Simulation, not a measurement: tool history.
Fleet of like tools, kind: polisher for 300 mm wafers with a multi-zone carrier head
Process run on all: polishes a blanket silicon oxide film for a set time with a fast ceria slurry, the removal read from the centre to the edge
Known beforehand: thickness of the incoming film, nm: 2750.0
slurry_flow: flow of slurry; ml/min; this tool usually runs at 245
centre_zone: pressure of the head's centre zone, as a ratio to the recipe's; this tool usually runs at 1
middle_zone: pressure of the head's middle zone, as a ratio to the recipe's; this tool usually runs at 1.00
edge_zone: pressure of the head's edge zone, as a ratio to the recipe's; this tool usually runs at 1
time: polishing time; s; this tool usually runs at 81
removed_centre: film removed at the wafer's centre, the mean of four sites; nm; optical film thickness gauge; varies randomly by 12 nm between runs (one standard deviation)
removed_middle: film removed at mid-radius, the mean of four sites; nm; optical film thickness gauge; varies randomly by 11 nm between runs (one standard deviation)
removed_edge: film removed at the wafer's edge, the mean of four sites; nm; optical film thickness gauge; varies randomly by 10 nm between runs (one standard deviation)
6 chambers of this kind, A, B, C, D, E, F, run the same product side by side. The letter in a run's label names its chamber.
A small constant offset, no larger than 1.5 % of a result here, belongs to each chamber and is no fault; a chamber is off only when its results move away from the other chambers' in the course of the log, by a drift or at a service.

{"run": "1C", "hour": 6.3, "slurry_flow": 245, "centre_zone": 1, "middle_zone": 1.0, "edge_zone": 1, "time": 81, "removed_centre": 819.7, "removed_middle": 824.75, "removed_edge": 827.02}
{"hour": 9.6, "done": "chamber F: slurry nozzle cleaned"}
{"run": "2A", "hour": 12.5, "slurry_flow": 245, "centre_zone": 1, "middle_zone": 1.0, "edge_zone": 1, "time": 81, "removed_centre": 840.45, "removed_middle": 818.11, "removed_edge": 839.83}
{"hour": 16.1, "done": "chamber A: worn pad replaced by a new one"}
{"run": "3F", "hour": 16.2, "slurry_flow": 245, "centre_zone": 1, "middle_zone": 1.0, "edge_zone": 1, "time": 81, "removed_centre": 825.75, "removed_middle": 857.87, "removed_edge": 843.5}
{"run": "4E", "hour": 18.9, "slurry_flow": 245, "centre_zone": 1, "middle_zone": 1.0, "edge_zone": 1, "time": 81, "removed_centre": 815.03, "removed_middle": 827.66, "removed_edge": 797.93}
{"run": "5B", "hour": 24.8, "slurry_flow": 245, "centre_zone": 1, "middle_zone": 1.0, "edge_zone": 1, "time": 81, "removed_centre": 834.27, "removed_middle": 834.27, "removed_edge": 839.77}
{"hour": 27.6, "done": "chamber B: centre zone pressure recalibrated"}
{"run": "6D", "hour": 28.1, "slurry_flow": 245, "centre_zone": 1, "middle_zone": 1.0, "edge_zone": 1, "time": 81, "removed_centre": 825.29, "removed_middle": 825.02, "removed_edge": 805.49}
{"hour": 28.4, "done": "chamber D: worn pad replaced by a new one"}
{"hour": 32.6, "done": "chamber E: slurry nozzle cleaned"}
{"run": "7D", "hour": 33.4, "slurry_flow": 245, "centre_zone": 1, "middle_zone": 1.0, "edge_zone": 1, "time": 81, "removed_centre": 821.45, "removed_middle": 826.38, "removed_edge": 813.8}
{"hour": 34.9, "done": "chamber C: worn pad replaced by a new one"}
{"hour": 36.0, "done": "chamber E: worn pad replaced by a new one"}
{"run": "8E", "hour": 39.1, "slurry_flow": 245, "centre_zone": 1, "middle_zone": 1.0, "edge_zone": 1, "time": 81, "removed_centre": 835.48, "removed_middle": 838.69, "removed_edge": 833.73}
{"hour": 42.2, "done": "chamber F: worn pad replaced by a new one"}
{"run": "9A", "hour": 44.1, "slurry_flow": 245, "centre_zone": 1, "middle_zone": 1.0, "edge_zone": 1, "time": 81, "removed_centre": 816.32, "removed_middle": 814.41, "removed_edge": 846.15}
{"run": "10C", "hour": 49.6, "slurry_flow": 245, "centre_zone": 1, "middle_zone": 1.0, "edge_zone": 1, "time": 81, "removed_centre": 814.68, "removed_middle": 836.97, "removed_edge": 831.48}
{"run": "11F", "hour": 53.1, "slurry_flow": 195, "centre_zone": 1, "middle_zone": 1.0, "edge_zone": 1, "time": 81, "removed_centre": 805.29, "removed_middle": 786.61, "removed_edge": 797.32}
{"run": "12B", "hour": 58.7, "slurry_flow": 195, "centre_zone": 1, "middle_zone": 1.0, "edge_zone": 1, "time": 81, "removed_centre": 763.34, "removed_middle": 781.92, "removed_edge": 786.66}
{"run": "13D", "hour": 62.7, "slurry_flow": 195, "centre_zone": 1, "middle_zone": 1.0, "edge_zone": 1, "time": 81, "removed_centre": 808.2, "removed_middle": 804.65, "removed_edge": 810.65}
{"run": "14E", "hour": 66.1, "slurry_flow": 195, "centre_zone": 1, "middle_zone": 1.0, "edge_zone": 1, "time": 81, "removed_centre": 805.35, "removed_middle": 810.15, "removed_edge": 811.66}
{"run": "15C", "hour": 71.7, "slurry_flow": 195, "centre_zone": 1, "middle_zone": 1.0, "edge_zone": 1, "time": 81, "removed_centre": 774.07, "removed_middle": 812.28, "removed_edge": 793.55}
{"hour": 75.3, "done": "chamber A: worn pad replaced by a new one"}
{"hour": 75.6, "done": "chamber D: slurry nozzle cleaned"}
{"run": "16F", "hour": 76.3, "slurry_flow": 195, "centre_zone": 1, "middle_zone": 1.0, "edge_zone": 1, "time": 81, "removed_centre": 803.28, "removed_middle": 812.34, "removed_edge": 819.14}
{"hour": 77.3, "done": "chamber C: worn pad replaced by a new one"}
{"run": "17B", "hour": 81.5, "slurry_flow": 245, "centre_zone": 1, "middle_zone": 1.0, "edge_zone": 1, "time": 81, "removed_centre": 810.55, "removed_middle": 802.85, "removed_edge": 806.48}
{"run": "18A", "hour": 84.6, "slurry_flow": 245, "centre_zone": 1, "middle_zone": 1.0, "edge_zone": 1, "time": 81, "removed_centre": 837.64, "removed_middle": 837.12, "removed_edge": 830.81}
{"run": "19D", "hour": 88.6, "slurry_flow": 245, "centre_zone": 1, "middle_zone": 1.0, "edge_zone": 1, "time": 81, "removed_centre": 825.31, "removed_middle": 837.03, "removed_edge": 820.67}
{"run": "20B", "hour": 94.1, "slurry_flow": 245, "centre_zone": 1, "middle_zone": 1.0, "edge_zone": 1, "time": 81, "removed_centre": 784.4, "removed_middle": 788.04, "removed_edge": 778.18}
{"run": "21C", "hour": 97.7, "slurry_flow": 245, "centre_zone": 1, "middle_zone": 1.0, "edge_zone": 1, "time": 81, "removed_centre": 833.14, "removed_middle": 825.75, "removed_edge": 830.48}
{"run": "22E", "hour": 101.0, "slurry_flow": 245, "centre_zone": 1, "middle_zone": 1.0, "edge_zone": 1, "time": 81, "removed_centre": 835.23, "removed_middle": 830.54, "removed_edge": 809.93}
{"hour": 104.5, "done": "chamber F: worn pad replaced by a new one"}
{"run": "23A", "hour": 104.8, "slurry_flow": 245, "centre_zone": 1, "middle_zone": 1.0, "edge_zone": 1, "time": 81, "removed_centre": 840.22, "removed_middle": 818.78, "removed_edge": 851.7}
{"run": "24F", "hour": 108.8, "slurry_flow": 245, "centre_zone": 1, "middle_zone": 1.0, "edge_zone": 1, "time": 81, "removed_centre": 834.27, "removed_middle": 808.41, "removed_edge": 814.51}
{"run": "25A", "hour": 113.7, "slurry_flow": 245, "centre_zone": 1, "middle_zone": 1.0, "edge_zone": 1, "time": 81, "removed_centre": 826.77, "removed_middle": 836.1, "removed_edge": 842.26}
{"hour": 118.9, "done": "chamber C: worn pad replaced by a new one"}
{"run": "26E", "hour": 119.6, "slurry_flow": 245, "centre_zone": 1, "middle_zone": 1.0, "edge_zone": 1, "time": 81, "removed_centre": 810.66, "removed_middle": 836.79, "removed_edge": 840.43}
{"run": "27F", "hour": 122.9, "slurry_flow": 245, "centre_zone": 1, "middle_zone": 1.0, "edge_zone": 1, "time": 81, "removed_centre": 816.46, "removed_middle": 816.21, "removed_edge": 825.4}
{"hour": 125.0, "done": "chamber F: edge zone pressure recalibrated"}
{"run": "28D", "hour": 126.6, "slurry_flow": 245, "centre_zone": 1, "middle_zone": 1.0, "edge_zone": 1, "time": 81, "removed_centre": 855.03, "removed_middle": 835.32, "removed_edge": 820.05}
{"hour": 131.0, "done": "chamber A: worn pad replaced by a new one"}
{"hour": 131.0, "done": "chamber D: worn pad replaced by a new one"}
{"run": "29C", "hour": 131.7, "slurry_flow": 245, "centre_zone": 1, "middle_zone": 1.0, "edge_zone": 1, "time": 81, "removed_centre": 846.09, "removed_middle": 822.68, "removed_edge": 811.59}
{"run": "30B", "hour": 134.4, "slurry_flow": 245, "centre_zone": 1, "middle_zone": 1.0, "edge_zone": 1, "time": 81, "removed_centre": 756.83, "removed_middle": 793.65, "removed_edge": 773.15}
{"hour": 136.1, "done": "chamber C: slurry nozzle cleaned"}
{"run": "31C", "hour": 137.2, "slurry_flow": 245, "centre_zone": 1, "middle_zone": 1.0, "edge_zone": 1, "time": 81, "removed_centre": 830.97, "removed_middle": 852.6, "removed_edge": 830.94}
{"run": "32A", "hour": 140.3, "slurry_flow": 290, "centre_zone": 1, "middle_zone": 1.06, "edge_zone": 1, "time": 81, "removed_centre": 850.61, "removed_middle": 870.72, "removed_edge": 855.86}
{"run": "33B", "hour": 144.3, "slurry_flow": 290, "centre_zone": 1, "middle_zone": 1.06, "edge_zone": 1, "time": 81, "removed_centre": 783.48, "removed_middle": 824.71, "removed_edge": 783.01}
{"run": "34E", "hour": 148.9, "slurry_flow": 290, "centre_zone": 1, "middle_zone": 1.06, "edge_zone": 1, "time": 81, "removed_centre": 859.75, "removed_middle": 900.25, "removed_edge": 814.68}
{"hour": 149.6, "done": "chamber B: slurry nozzle cleaned"}
{"run": "35F", "hour": 152.1, "slurry_flow": 290, "centre_zone": 1, "middle_zone": 1.06, "edge_zone": 1, "time": 81, "removed_centre": 859.4, "removed_middle": 866.5, "removed_edge": 840.96}
{"hour": 152.4, "done": "chamber E: worn pad replaced by a new one"}
{"run": "36D", "hour": 155.1, "slurry_flow": 290, "centre_zone": 1, "middle_zone": 1.06, "edge_zone": 1, "time": 81, "removed_centre": 837.19, "removed_middle": 902.92, "removed_edge": 832.25}
{"run": "37F", "hour": 157.8, "slurry_flow": 290, "centre_zone": 1, "middle_zone": 1.06, "edge_zone": 1, "time": 81, "removed_centre": 867.23, "removed_middle": 885.03, "removed_edge": 847.15}
{"run": "38E", "hour": 163.0, "slurry_flow": 245, "centre_zone": 1, "middle_zone": 1.0, "edge_zone": 1, "time": 81, "removed_centre": 820.09, "removed_middle": 841.05, "removed_edge": 837.25}
{"hour": 167.1, "done": "chamber C: worn pad replaced by a new one"}
{"run": "39B", "hour": 167.8, "slurry_flow": 245, "centre_zone": 1, "middle_zone": 1.0, "edge_zone": 1, "time": 81, "removed_centre": 743.82, "removed_middle": 744.78, "removed_edge": 750.73}
{"run": "40A", "hour": 170.5, "slurry_flow": 245, "centre_zone": 1, "middle_zone": 1.0, "edge_zone": 1, "time": 81, "removed_centre": 829.52, "removed_middle": 845.74, "removed_edge": 833.18}
{"run": "41C", "hour": 174.5, "slurry_flow": 300, "centre_zone": 1, "middle_zone": 1.11, "edge_zone": 1, "time": 81, "removed_centre": 857.57, "removed_middle": 939.91, "removed_edge": 833.06}

All 6 chambers run these settings next. Forecast each chamber's results:
{"run": "42A", "hour": 179.0, "slurry_flow": 245, "centre_zone": 1, "middle_zone": 1.0, "edge_zone": 1, "time": 81, "removed_centre": "?", "removed_middle": "?", "removed_edge": "?"}
{"run": "42B", "hour": 179.0, "slurry_flow": 245, "centre_zone": 1, "middle_zone": 1.0, "edge_zone": 1, "time": 81, "removed_centre": "?", "removed_middle": "?", "removed_edge": "?"}
{"run": "42C", "hour": 179.0, "slurry_flow": 245, "centre_zone": 1, "middle_zone": 1.0, "edge_zone": 1, "time": 81, "removed_centre": "?", "removed_middle": "?", "removed_edge": "?"}
{"run": "42D", "hour": 179.0, "slurry_flow": 245, "centre_zone": 1, "middle_zone": 1.0, "edge_zone": 1, "time": 81, "removed_centre": "?", "removed_middle": "?", "removed_edge": "?"}
{"run": "42E", "hour": 179.0, "slurry_flow": 245, "centre_zone": 1, "middle_zone": 1.0, "edge_zone": 1, "time": 81, "removed_centre": "?", "removed_middle": "?", "removed_edge": "?"}
{"run": "42F", "hour": 179.0, "slurry_flow": 245, "centre_zone": 1, "middle_zone": 1.0, "edge_zone": 1, "time": 81, "removed_centre": "?", "removed_middle": "?", "removed_edge": "?"}

run=42A removed_centre=812.85 removed_middle=826.42 removed_edge=829.54
run=42B removed_centre=743.87 removed_middle=746.41 removed_edge=727.31
run=42C removed_centre=812.43 removed_middle=831.80 removed_edge=818.36
run=42D removed_centre=824.35 removed_middle=837.20 removed_edge=835.63
run=42E removed_centre=828.90 removed_middle=861.73 removed_edge=837.62
run=42F removed_centre=827.38 removed_middle=836.36 removed_edge=837.83
